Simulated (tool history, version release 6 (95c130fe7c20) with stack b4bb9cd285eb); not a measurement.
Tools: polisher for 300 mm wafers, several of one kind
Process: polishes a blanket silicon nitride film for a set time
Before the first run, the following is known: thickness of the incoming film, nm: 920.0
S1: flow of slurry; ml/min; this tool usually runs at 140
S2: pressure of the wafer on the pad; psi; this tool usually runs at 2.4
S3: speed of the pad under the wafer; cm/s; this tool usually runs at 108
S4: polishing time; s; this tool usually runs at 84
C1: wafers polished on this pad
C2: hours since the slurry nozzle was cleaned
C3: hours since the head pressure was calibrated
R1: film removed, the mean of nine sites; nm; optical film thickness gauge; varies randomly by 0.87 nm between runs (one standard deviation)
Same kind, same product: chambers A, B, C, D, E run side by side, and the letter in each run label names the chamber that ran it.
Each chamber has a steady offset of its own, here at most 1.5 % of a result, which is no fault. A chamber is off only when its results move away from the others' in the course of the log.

run   hour   S1   S2   S3   S4    C1     C2      C3       R1
 1D    7.3  140  2.4  108   84   299  367.6  1011.9  109.740
 2E   12.5  140  2.4  108   84   361   81.7   373.7  110.020
 3B   18.0  140  2.4  108   84   802  576.3   149.4  110.050
      20.4  -- chamber B: worn pad replaced by a new one
 4A   25.0  140  2.4  108   84   675  371.8   553.6  110.630
 5C   29.5  140  2.4  108   84   493  291.4   766.9  109.450
 6C   33.4  115  2.4   82   84   518  295.3   770.8   85.011
 7D   39.2  115  2.4   82   84   503  399.5  1043.8   84.565
 8E   43.2  115  2.4   82   84   558  112.4   404.4   84.319
 9A   50.7  115  2.4   82   84   839  397.5   579.3   84.482
10B   55.5  115  2.4   82   84   224  613.8   186.9   82.323
      61.0  -- chamber B: slurry nozzle cleaned
11D   62.7  140  2.4  108   84   654  423.0  1067.3  109.870
12B   69.9  110  2.4  108   84   316    9.0   201.3  103.810
13C   73.5  110  2.4  108   84   774  335.4   810.9  104.770
14A   80.5  110  2.4  108   84  1030  427.3   609.1  103.360
15E   86.1  110  2.4  108   84   832  155.3   447.3  103.770
16D   92.0  110  2.4  108   84   841  452.3  1096.6  104.570
      93.6  -- chamber D: slurry nozzle cleaned
17E   98.0  140  2.4  108   84   908  167.2   459.2  110.300
      99.0  -- chamber D: head pressure recalibrated
     103.7  -- chamber A: head pressure recalibrated
     105.2  -- chamber C: worn pad replaced by a new one
18B  105.6  140  2.4  108   84   545   44.7   237.0  107.810
     109.9  -- chamber E: worn pad replaced by a new one
19A  110.6  140  2.4  108   84  1223  457.4     6.9  107.890
20C  117.2  140  2.4  108   84    76  379.1   854.6  109.520
21B  122.4  140  2.4  108   84   652   61.5   253.8  108.320
22D  126.4  140  2.4  108   84  1061   32.8    27.5  109.840
23C  132.6  140  2.4  108   84   175  394.5   870.0  110.910
24E  139.4  140  2.4  108   84   189  208.6   500.6  110.080
25A  146.2  140  2.4  108   84  1450  493.0    42.5  104.040
     150.3  -- chamber D: worn pad replaced by a new one
26A  151.9  140  2.1  108  111  1487  498.7    48.2  120.200
27D  155.6  140  2.1  108  111    34   62.0    56.7  126.780
28E  160.6  140  2.1  108  111   324  229.8   521.8  126.300
29B  166.5  140  2.1  108  111   934  105.6   297.9  124.490
30C  171.0  140  2.1  108  111   421  432.9   908.4  127.790

Does one chamber stand apart from the rest, does the shared gauge drift, or is all well apart from small per-chamber offsets? Give the chamber and the most likely cause, where there is one.

It is chamber A that slowly wanders off from its peers.
Cause: removal rate lost through wear of the pad, % = 6.63.
It could be hard to tell apart here from: slurry flow missing at the pad, %.

Here are 4 candidates for chamber A's next run, each the usual settings with a change, their results left as question marks. Which one brings its results back in line with what the others give on the usual settings?
Allowed miss from the other chambers' usual-settings mean, per result, to count as in line: R1 3.000 nm
31A-1  176.6  140  2.5  108  87               ?
31A-2  176.6  140  2.4  108  78               ?
31A-3  176.6  140  2.4  110  84               ?
31A-4  176.6  140  2.4  106  83               ?

Usual-settings mean across the other chambers: R1 109.850 nm
  run       R1
31A-1  110.050
31A-2   94.668
31A-3  103.440
31A-4   99.257
The answer is 31A-1, which returns the chamber to within the allowed miss of the others.
